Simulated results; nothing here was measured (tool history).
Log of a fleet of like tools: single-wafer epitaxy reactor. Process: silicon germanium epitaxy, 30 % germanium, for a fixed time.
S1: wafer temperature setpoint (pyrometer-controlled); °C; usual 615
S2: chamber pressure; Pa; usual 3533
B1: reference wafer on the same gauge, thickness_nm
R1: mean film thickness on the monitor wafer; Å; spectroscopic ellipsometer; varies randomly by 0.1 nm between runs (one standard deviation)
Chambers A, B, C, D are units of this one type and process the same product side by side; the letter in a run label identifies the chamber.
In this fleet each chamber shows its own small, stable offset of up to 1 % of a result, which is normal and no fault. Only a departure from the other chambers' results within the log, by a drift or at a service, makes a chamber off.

{"run": "1C", "hour": 7.9, "S1": 615, "S2": 3533, "B1": 96.799, "R1": 858.71}
{"run": "2A", "hour": 17.5, "S1": 615, "S2": 3533, "B1": 96.753, "R1": 854.89}
{"hour": 19.7, "done": "chamber B: capacitance manometer re-zeroed and calibrated"}
{"run": "3B", "hour": 26.1, "S1": 615, "S2": 3533, "B1": 96.764, "R1": 857.52}
{"run": "4D", "hour": 34.4, "S1": 615, "S2": 3533, "B1": 96.709, "R1": 863.67}
{"run": "5B", "hour": 40.6, "S1": 615, "S2": 2813, "B1": 96.706, "R1": 785.34}
{"run": "6A", "hour": 48.0, "S1": 615, "S2": 2813, "B1": 96.692, "R1": 780.2}
{"run": "7C", "hour": 53.2, "S1": 615, "S2": 2813, "B1": 96.666, "R1": 782.21}
{"run": "8D", "hour": 62.8, "S1": 615, "S2": 2813, "B1": 96.662, "R1": 789.3}
{"run": "9D", "hour": 68.0, "S1": 615, "S2": 3533, "B1": 96.638, "R1": 864.64}
{"run": "10B", "hour": 74.9, "S1": 615, "S2": 3533, "B1": 96.64, "R1": 857.35}
{"run": "11C", "hour": 83.4, "S1": 615, "S2": 3533, "B1": 96.591, "R1": 854.68}
{"run": "12A", "hour": 88.7, "S1": 615, "S2": 3533, "B1": 96.561, "R1": 854.6}
{"run": "13B", "hour": 95.4, "S1": 615, "S2": 3533, "B1": 96.535, "R1": 856.16}
{"run": "14A", "hour": 100.4, "S1": 615, "S2": 2786, "B1": 96.554, "R1": 775.67}
{"run": "15D", "hour": 104.8, "S1": 615, "S2": 2786, "B1": 96.539, "R1": 785.94}
{"run": "16C", "hour": 112.7, "S1": 615, "S2": 2786, "B1": 96.517, "R1": 778.92}
{"run": "17D", "hour": 121.3, "S1": 615, "S2": 2786, "B1": 96.507, "R1": 785.7}
{"run": "18A", "hour": 129.3, "S1": 615, "S2": 3533, "B1": 96.49, "R1": 854.07}
{"run": "19C", "hour": 138.3, "S1": 615, "S2": 3533, "B1": 96.452, "R1": 853.41}
{"run": "20B", "hour": 145.5, "S1": 615, "S2": 3533, "B1": 96.46, "R1": 856.37}
{"run": "21C", "hour": 152.3, "S1": 615, "S2": 3533, "B1": 96.432, "R1": 854.34}
{"run": "22D", "hour": 159.0, "S1": 615, "S2": 3533, "B1": 96.439, "R1": 859.09}
{"run": "23A", "hour": 167.8, "S1": 615, "S2": 3533, "B1": 96.405, "R1": 853.03}
{"run": "24B", "hour": 176.9, "S1": 615, "S2": 3533, "B1": 96.347, "R1": 854.02}
{"run": "25C", "hour": 185.1, "S1": 615, "S2": 3533, "B1": 96.347, "R1": 853.42}
{"run": "26B", "hour": 191.9, "S1": 615, "S2": 3533, "B1": 96.34, "R1": 854.64}

All 4 chambers run these settings next. Forecast each chamber's results:
{"run": "27A", "hour": 198.8, "S1": 615, "S2": 4306, "R1": "?"}
{"run": "27B", "hour": 198.8, "S1": 615, "S2": 4306, "R1": "?"}
{"run": "27C", "hour": 198.8, "S1": 615, "S2": 4306, "R1": "?"}
{"run": "27D", "hour": 198.8, "S1": 615, "S2": 4306, "R1": "?"}

run=27A R1=923.34
run=27B R1=923.58
run=27C R1=922.54
run=27D R1=930.98
